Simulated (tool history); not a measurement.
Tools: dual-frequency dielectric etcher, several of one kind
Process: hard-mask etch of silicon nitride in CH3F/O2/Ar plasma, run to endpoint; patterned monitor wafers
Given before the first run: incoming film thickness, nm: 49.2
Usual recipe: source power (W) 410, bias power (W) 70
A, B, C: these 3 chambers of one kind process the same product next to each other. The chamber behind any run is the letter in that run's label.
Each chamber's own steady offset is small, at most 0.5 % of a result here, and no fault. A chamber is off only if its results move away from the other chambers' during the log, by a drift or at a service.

run,hour,source power (W),bias power (W),endpoint time (s)
1A,7.7,410,70,71.199
2C,23,410,70,71.827
3B,34.6,410,70,71.125
4A,49.5,410,70,71.832
5C,59.5,410,70,71.456
6B,72.4,410,70,71.675
7A,85.2,410,70,71.584
# hour 87.2: chamber B: source power generator calibrated
8B,94.3,410,70,71.052
# hour 95: chamber C: wet clean of the chamber
9C,102.8,410,70,70.883
10C,114.5,410,70,70.897
# hour 118.1: chamber A: wet clean of the chamber
# hour 121: chamber B: wet clean of the chamber
11B,129.4,410,70,71.866
12A,143.6,410,70,67.755
13B,153.3,410,70,71.623
14C,167,410,70,70.828
15A,175.6,350,85,67.259
# hour 188.3: chamber A: source power generator calibrated
16A,188.3,350,85,67.135
17B,200.8,350,85,70.15
18C,209.5,410,65,72.98
19B,219.6,410,65,72.671
20A,232.9,410,65,69.453

All chambers now run identical settings, listed one chamber a line with results as question marks. What results will each chamber show?
21A,243.9,410,58,?
21B,243.9,410,58,?
21C,243.9,410,58,?

run,endpoint time (s)
21A,71.771
21B,76.308
21C,75.439
